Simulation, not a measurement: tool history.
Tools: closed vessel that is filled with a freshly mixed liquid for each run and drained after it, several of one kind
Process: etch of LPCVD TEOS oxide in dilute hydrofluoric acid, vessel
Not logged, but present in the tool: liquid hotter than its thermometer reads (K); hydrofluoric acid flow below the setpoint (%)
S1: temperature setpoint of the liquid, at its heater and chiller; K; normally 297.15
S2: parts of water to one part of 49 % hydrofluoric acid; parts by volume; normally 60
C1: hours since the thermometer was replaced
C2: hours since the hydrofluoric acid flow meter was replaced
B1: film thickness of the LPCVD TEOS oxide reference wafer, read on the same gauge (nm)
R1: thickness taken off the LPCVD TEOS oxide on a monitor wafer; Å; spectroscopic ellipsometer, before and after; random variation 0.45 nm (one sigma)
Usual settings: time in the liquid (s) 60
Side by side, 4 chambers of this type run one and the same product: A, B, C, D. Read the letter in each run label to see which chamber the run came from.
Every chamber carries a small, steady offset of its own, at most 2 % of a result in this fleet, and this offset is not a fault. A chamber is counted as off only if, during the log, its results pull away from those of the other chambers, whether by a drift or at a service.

{"run": "1D", "day": 0.492, "S1": 297.15, "S2": 60, "time in the liquid (s)": 60, "C1": 515.5, "C2": 350.8, "B1": 90.014, "R1": 580.93}
{"run": "2A", "day": 0.962, "S1": 297.15, "S2": 60, "time in the liquid (s)": 60, "C1": 1414.5, "C2": 442.5, "B1": 89.991, "R1": 569.68}
{"run": "3C", "day": 1.325, "S1": 297.15, "S2": 60, "time in the liquid (s)": 60, "C1": 1124.1, "C2": 130.3, "B1": 90.012, "R1": 564.2}
{"run": "4B", "day": 1.621, "S1": 297.15, "S2": 60, "time in the liquid (s)": 60, "C1": 73.6, "C2": 870.8, "B1": 90.015, "R1": 565.85}
{"run": "5C", "day": 2.096, "S1": 297.15, "S2": 60, "time in the liquid (s)": 60, "C1": 1142.6, "C2": 148.8, "B1": 89.993, "R1": 569.72}
{"run": "6A", "day": 2.338, "S1": 297.15, "S2": 60, "time in the liquid (s)": 60, "C1": 1447.5, "C2": 475.5, "B1": 89.996, "R1": 570.29}
{"run": "7D", "day": 2.575, "S1": 297.15, "S2": 60, "time in the liquid (s)": 60, "C1": 565.5, "C2": 400.8, "B1": 90.012, "R1": 585.62}
{"run": "8B", "day": 2.829, "S1": 297.15, "S2": 60, "time in the liquid (s)": 60, "C1": 102.6, "C2": 899.8, "B1": 90.0, "R1": 570.67}
{"run": "9C", "day": 3.233, "S1": 297.15, "S2": 60, "time in the liquid (s)": 60, "C1": 1169.9, "C2": 176.1, "B1": 89.984, "R1": 560.07}
{"run": "10B", "day": 3.646, "S1": 297.15, "S2": 60, "time in the liquid (s)": 60, "C1": 122.2, "C2": 919.4, "B1": 90.014, "R1": 580.56}
{"run": "11D", "day": 4.125, "S1": 297.15, "S2": 60, "time in the liquid (s)": 60, "C1": 602.7, "C2": 438.0, "B1": 89.986, "R1": 597.95}
{"run": "12A", "day": 4.433, "S1": 297.15, "S2": 60, "time in the liquid (s)": 60, "C1": 1497.8, "C2": 525.8, "B1": 89.993, "R1": 573.02}
{"run": "13C", "day": 4.921, "S1": 297.15, "S2": 60, "time in the liquid (s)": 60, "C1": 1210.4, "C2": 216.6, "B1": 89.995, "R1": 563.11}
{"run": "14B", "day": 5.162, "S1": 297.15, "S2": 85, "time in the liquid (s)": 60, "C1": 158.6, "C2": 955.8, "B1": 90.016, "R1": 393.31}
{"run": "15A", "day": 5.5, "S1": 297.15, "S2": 85, "time in the liquid (s)": 60, "C1": 1523.4, "C2": 551.4, "B1": 89.988, "R1": 383.84}
{"run": "16D", "day": 5.771, "S1": 297.15, "S2": 85, "time in the liquid (s)": 60, "C1": 642.2, "C2": 477.5, "B1": 90.005, "R1": 411.98}
{"run": "17A", "day": 6.129, "S1": 297.15, "S2": 85, "time in the liquid (s)": 60, "C1": 1538.5, "C2": 566.5, "B1": 90.014, "R1": 391.23}
{"run": "18B", "day": 6.442, "S1": 297.15, "S2": 60, "time in the liquid (s)": 60, "C1": 189.3, "C2": 986.5, "B1": 90.011, "R1": 574.74}
{"run": "19C", "day": 6.696, "S1": 297.15, "S2": 60, "time in the liquid (s)": 60, "C1": 1253.0, "C2": 259.2, "B1": 89.989, "R1": 573.18}
{"run": "20D", "day": 7.175, "S1": 297.15, "S2": 45, "time in the liquid (s)": 60, "C1": 675.9, "C2": 511.2, "B1": 89.997, "R1": 831.68}
{"run": "21B", "day": 7.621, "S1": 297.15, "S2": 45, "time in the liquid (s)": 60, "C1": 217.6, "C2": 1014.8, "B1": 89.996, "R1": 778.91}
{"run": "22C", "day": 7.846, "S1": 297.15, "S2": 45, "time in the liquid (s)": 60, "C1": 1280.6, "C2": 286.8, "B1": 89.993, "R1": 757.7}
{"run": "23D", "day": 8.154, "S1": 297.15, "S2": 45, "time in the liquid (s)": 60, "C1": 699.4, "C2": 534.7, "B1": 89.994, "R1": 830.08}
{"run": "24A", "day": 8.575, "S1": 297.15, "S2": 60, "time in the liquid (s)": 60, "C1": 1597.2, "C2": 625.2, "B1": 90.005, "R1": 572.79}
{"run": "25C", "day": 9.071, "S1": 297.15, "S2": 60, "time in the liquid (s)": 60, "C1": 1310.0, "C2": 316.2, "B1": 89.99, "R1": 554.4}
{"run": "26A", "day": 9.329, "S1": 297.15, "S2": 60, "time in the liquid (s)": 60, "C1": 1615.3, "C2": 643.3, "B1": 89.991, "R1": 569.29}
{"run": "27D", "day": 9.575, "S1": 297.15, "S2": 60, "time in the liquid (s)": 60, "C1": 733.5, "C2": 568.8, "B1": 89.989, "R1": 612.54}
{"run": "28B", "day": 10.008, "S1": 293.15, "S2": 60, "time in the liquid (s)": 60, "C1": 274.9, "C2": 1072.1, "B1": 90.018, "R1": 486.13}
{"run": "29C", "day": 10.496, "S1": 293.15, "S2": 60, "time in the liquid (s)": 60, "C1": 1344.2, "C2": 350.4, "B1": 90.008, "R1": 476.55}
{"run": "30B", "day": 10.862, "S1": 293.15, "S2": 60, "time in the liquid (s)": 60, "C1": 295.4, "C2": 1092.6, "B1": 90.001, "R1": 487.12}
{"run": "31D", "day": 11.196, "S1": 293.15, "S2": 60, "time in the liquid (s)": 60, "C1": 772.4, "C2": 607.7, "B1": 90.011, "R1": 542.96}

Predict what each chamber gives when all 4 of them run the settings below next.
{"run": "32A", "day": 11.55, "S1": 297.15, "S2": 60, "time in the liquid (s)": 60, "R1": "?"}
{"run": "32B", "day": 11.55, "S1": 297.15, "S2": 60, "time in the liquid (s)": 60, "R1": "?"}
{"run": "32C", "day": 11.55, "S1": 297.15, "S2": 60, "time in the liquid (s)": 60, "R1": "?"}
{"run": "32D", "day": 11.55, "S1": 297.15, "S2": 60, "time in the liquid (s)": 60, "R1": "?"}

run=32A R1=579.79
run=32B R1=569.72
run=32C R1=565.24
run=32D R1=635.18
